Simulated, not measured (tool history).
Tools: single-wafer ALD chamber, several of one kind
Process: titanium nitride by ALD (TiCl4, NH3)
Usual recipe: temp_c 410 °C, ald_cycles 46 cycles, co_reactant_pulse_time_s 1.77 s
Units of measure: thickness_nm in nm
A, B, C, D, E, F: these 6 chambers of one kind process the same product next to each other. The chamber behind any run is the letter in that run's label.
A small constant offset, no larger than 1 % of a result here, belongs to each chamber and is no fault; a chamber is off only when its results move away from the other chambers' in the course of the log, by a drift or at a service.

| run | hour | temp_c | ald_cycles | co_reactant_pulse_time_s | hours since the last thermocouple change | read-back reference wafer on the same gauge, thickness_nm | thickness_nm |
|---|---|---|---|---|---|---|---|
|  | 9.5 | chamber E: thermocouple changed; heater temperature recalibrated |
| 1D | 14.8 | 410 | 46 | 1.77 | 338 | 0.94976 | 1.0265 |
| 2C | 24.3 | 410 | 46 | 1.77 | 802.9 | 0.95138 | 0.99981 |
| 3F | 34.2 | 410 | 46 | 1.77 | 273.1 | 0.9504 | 1.0272 |
| 4A | 47.8 | 410 | 46 | 1.77 | 1034 | 0.95045 | 1.0275 |
| 5B | 58.2 | 410 | 46 | 1.77 | 1511.5 | 0.95004 | 1.0187 |
| 6E | 69.2 | 410 | 46 | 1.77 | 59.7 | 0.95004 | 1.0057 |
| 7D | 84.1 | 398 | 46 | 1.77 | 407.3 | 0.949 | 1.0119 |
| 8A | 94.4 | 398 | 46 | 1.77 | 1080.6 | 0.95027 | 1.0173 |
| 9B | 109.8 | 398 | 46 | 1.77 | 1563.1 | 0.95056 | 1.0092 |
| 10F | 118.8 | 398 | 46 | 1.77 | 357.7 | 0.95029 | 1.016 |
| 11C | 129.8 | 398 | 46 | 1.77 | 908.4 | 0.94896 | 1.0003 |
| 12E | 143.4 | 398 | 46 | 1.77 | 133.9 | 0.95116 | 1.0112 |
| 13D | 157.1 | 410 | 46 | 1.77 | 480.3 | 0.95056 | 1.016 |
| 14A | 172.7 | 410 | 46 | 1.77 | 1158.9 | 0.94941 | 1.0225 |
| 15F | 185.3 | 402 | 49 | 1.77 | 424.2 | 0.9507 | 1.078 |
| 16E | 192.9 | 402 | 49 | 1.77 | 183.4 | 0.94985 | 1.0716 |
| 17C | 208.8 | 402 | 49 | 1.77 | 987.4 | 0.95052 | 1.0608 |
| 18B | 216.2 | 402 | 49 | 1.77 | 1669.5 | 0.9494 | 1.0745 |
| 19C | 228.5 | 402 | 49 | 1.77 | 1007.1 | 0.9498 | 1.0649 |
| 20E | 237.9 | 402 | 49 | 1.77 | 228.4 | 0.95051 | 1.075 |
| 21D | 250.5 | 410 | 46 | 1.77 | 573.7 | 0.9494 | 1.0138 |
| 22B | 266.1 | 410 | 46 | 1.77 | 1719.4 | 0.95118 | 1.0086 |
| 23F | 280.1 | 397 | 46 | 1.22 | 519 | 0.95021 | 0.99473 |
| 24A | 289 | 397 | 46 | 1.22 | 1275.2 | 0.95057 | 0.9922 |
| 25D | 300 | 397 | 46 | 1.22 | 623.2 | 0.95042 | 0.99708 |
| 26B | 313.3 | 397 | 46 | 1.22 | 1766.6 | 0.94981 | 0.97848 |
| 27F | 322.1 | 397 | 46 | 1.22 | 561 | 0.9507 | 1.0036 |
| 28A | 334.4 | 397 | 46 | 1.22 | 1320.6 | 0.94984 | 0.99839 |
| 29E | 342.4 | 410 | 46 | 1.77 | 332.9 | 0.9502 | 1.0152 |
| 30C | 350.7 | 410 | 46 | 1.77 | 1129.3 | 0.94958 | 1.0078 |
| 31A | 364.8 | 410 | 46 | 1.77 | 1351 | 0.95059 | 1.0322 |
| 32F | 373.9 | 410 | 46 | 1.77 | 612.8 | 0.95136 | 1.0077 |
| 33D | 385.7 | 410 | 46 | 1.77 | 708.9 | 0.95067 | 1.0165 |
| 34B | 394.4 | 410 | 46 | 2.3 | 1847.7 | 0.94843 | 1.0354 |
| 35E | 407.9 | 410 | 46 | 2.3 | 398.4 | 0.94902 | 1.0197 |
| 36C | 419.3 | 410 | 46 | 2.3 | 1197.9 | 0.94996 | 1.0209 |
| 37D | 430.2 | 410 | 46 | 2.3 | 753.4 | 0.94871 | 1.0322 |
| 38F | 446.1 | 410 | 46 | 2.3 | 685 | 0.95146 | 1.033 |
| 39C | 461.8 | 410 | 46 | 2.3 | 1240.4 | 0.94996 | 1.0143 |

All chambers now run identical settings, listed one chamber a line with results as question marks. What results will each chamber show?
| 40A | 473.2 | 410 | 46 | 1.77 |  |  | ? |
| 40B | 473.2 | 410 | 46 | 1.77 |  |  | ? |
| 40C | 473.2 | 410 | 46 | 1.77 |  |  | ? |
| 40D | 473.2 | 410 | 46 | 1.77 |  |  | ? |
| 40E | 473.2 | 410 | 46 | 1.77 |  |  | ? |
| 40F | 473.2 | 410 | 46 | 1.77 |  |  | ? |

| run | thickness_nm |
|---|---|
| 40A | 1.0136 |
| 40B | 1.0142 |
| 40C | 1.0052 |
| 40D | 1.0197 |
| 40E | 1.0008 |
| 40F | 1.0237 |
